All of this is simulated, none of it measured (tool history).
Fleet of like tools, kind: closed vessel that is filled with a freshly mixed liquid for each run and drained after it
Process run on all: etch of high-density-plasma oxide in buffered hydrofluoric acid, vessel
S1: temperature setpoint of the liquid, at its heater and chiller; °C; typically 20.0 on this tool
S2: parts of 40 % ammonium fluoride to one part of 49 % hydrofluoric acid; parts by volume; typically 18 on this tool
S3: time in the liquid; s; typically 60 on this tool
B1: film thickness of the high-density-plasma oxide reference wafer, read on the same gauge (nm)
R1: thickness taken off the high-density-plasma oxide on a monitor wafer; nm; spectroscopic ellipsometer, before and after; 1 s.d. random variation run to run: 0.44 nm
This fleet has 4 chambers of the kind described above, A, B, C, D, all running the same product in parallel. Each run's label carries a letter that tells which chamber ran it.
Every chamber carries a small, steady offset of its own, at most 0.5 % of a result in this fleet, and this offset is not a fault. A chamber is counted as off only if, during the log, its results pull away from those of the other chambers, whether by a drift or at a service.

run,day,S1,S2,S3,B1,R1
1D,0.533,20.0,18,60,70.004,57.816
2A,0.858,20.0,18,60,69.989,57.112
3B,1.162,20.0,18,60,69.998,57.552
4C,1.575,20.0,18,60,70.018,57.509
5D,1.929,20.0,18,60,69.987,57.245
6A,2.554,20.0,18,60,70.018,57.035
7B,2.950,20.0,18,60,69.962,57.347
8C,3.312,20.0,18,60,70.017,57.359
9D,3.904,17.0,18,60,70.020,48.455
10C,4.467,17.0,18,60,69.989,49.567
11B,5.017,17.0,18,60,70.006,48.017
12A,5.433,17.0,18,60,69.968,48.092
13A,5.758,20.0,18,60,70.014,56.840
14D,6.221,20.0,18,60,70.008,57.344
15B,6.671,20.0,18,60,69.994,56.166
16C,7.217,20.0,12,30,69.972,43.390
17B,7.779,20.0,12,30,70.021,42.190
# day 8.088: chamber D: thermometer replaced
18C,8.133,20.0,12,30,70.041,43.047
19D,8.592,20.0,12,30,69.970,43.207
20A,9.067,20.0,18,60,70.025,57.251
21B,9.529,20.0,18,60,70.014,55.359
22C,9.883,20.0,18,60,70.001,57.360
23D,10.371,20.0,18,60,70.000,58.032
24A,10.821,20.0,18,60,70.025,57.547
25A,11.171,20.0,18,60,70.015,57.747
26B,11.475,20.0,18,60,69.996,54.293
27C,11.917,20.0,18,60,69.983,57.082
28D,12.454,20.0,18,60,69.999,57.025
29B,12.988,20.0,18,60,70.017,54.847
30A,13.392,22.0,18,75,70.021,79.007
31C,13.783,22.0,18,75,69.983,80.258
32D,14.092,22.0,18,75,69.993,79.747
33A,14.579,22.0,18,75,69.973,79.691
34B,15.054,20.0,18,60,70.040,53.952
35D,15.621,20.0,18,60,69.959,57.369
36C,16.008,20.0,18,60,69.974,57.448
37C,16.483,22.5,18,45,70.021,49.167
38B,17.092,22.5,18,45,70.038,45.613
39D,17.738,22.5,18,45,69.987,49.277
40A,18.154,22.5,18,45,70.002,49.559

Next, all 4 chambers run the settings below, one line each with question marks for the results. What does each chamber give?
41A,18.625,20.0,18,30,,?
41B,18.625,20.0,18,30,,?
41C,18.625,20.0,18,30,,?
41D,18.625,20.0,18,30,,?

run,R1
41A,28.703
41B,26.532
41C,28.558
41D,28.480
